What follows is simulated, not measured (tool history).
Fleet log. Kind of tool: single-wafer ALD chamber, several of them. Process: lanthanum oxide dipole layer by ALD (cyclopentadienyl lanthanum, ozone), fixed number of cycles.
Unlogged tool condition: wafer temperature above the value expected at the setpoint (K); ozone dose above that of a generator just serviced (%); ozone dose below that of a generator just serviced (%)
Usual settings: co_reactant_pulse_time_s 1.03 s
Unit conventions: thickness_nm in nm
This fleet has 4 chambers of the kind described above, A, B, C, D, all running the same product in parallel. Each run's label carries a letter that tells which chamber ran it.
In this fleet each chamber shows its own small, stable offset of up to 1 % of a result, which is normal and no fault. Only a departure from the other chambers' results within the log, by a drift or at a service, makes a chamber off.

run,hour,co_reactant_pulse_time_s,hours since the last thermocouple change,hours since the last ozone generator service,"read-back reference wafer on the same gauge, thickness_nm",thickness_nm
1C,4.7,1.03,660.7,699.0,0.51128,0.50552
2B,8.2,1.03,889.7,1081.8,0.51151,0.50846
3A,12.4,1.03,1857.3,390.6,0.51191,0.50697
4D,16.5,1.03,762.1,1535.3,0.51163,0.50491
5D,21.8,0.74,767.4,1540.6,0.51269,0.44718
6C,25.9,0.74,681.9,720.2,0.51165,0.44732
7A,29.9,0.74,1874.8,408.1,0.51221,0.44542
8B,34.3,0.74,915.8,1107.9,0.51194,0.44405
9A,38.0,1.03,1882.9,416.2,0.51190,0.51052
10C,43.7,1.03,699.7,738.0,0.51227,0.51025
11D,49.1,1.03,794.7,1567.9,0.51166,0.50690
12B,52.5,1.03,934.0,1126.1,0.51204,0.49861
13C,56.6,1.03,712.6,750.9,0.51185,0.50398
14B,61.9,1.03,943.4,1135.5,0.51197,0.49940
15A,65.1,1.03,1910.0,443.3,0.51189,0.50631
16D,69.3,1.03,814.9,1588.1,0.51237,0.50744
17B,74.0,1.03,955.5,1147.6,0.51174,0.49242
18D,79.8,1.03,825.4,1598.6,0.51161,0.50714
19C,82.5,1.03,738.5,776.8,0.51156,0.50541
20A,88.5,1.03,1933.4,466.7,0.51229,0.50873
21C,92.9,1.03,748.9,787.2,0.51221,0.50660
22D,98.6,1.03,844.2,1617.4,0.51217,0.50720
23A,101.7,0.80,1946.6,479.9,0.51220,0.46164
24B,104.6,0.80,986.1,1178.2,0.51182,0.44034
25B,109.2,0.80,990.7,1182.8,0.51215,0.43854
26D,114.6,0.80,860.2,1633.4,0.51199,0.46154
27C,119.1,1.03,775.1,813.4,0.51239,0.50972

The same settings go to every chamber for the next run, one line per chamber below. Forecast the results for each:
28A,123.6,1.03,,,,?
28B,123.6,1.03,,,,?
28C,123.6,1.03,,,,?
28D,123.6,1.03,,,,?

run,thickness_nm
28A,0.50821
28B,0.48683
28C,0.50290
28D,0.50462
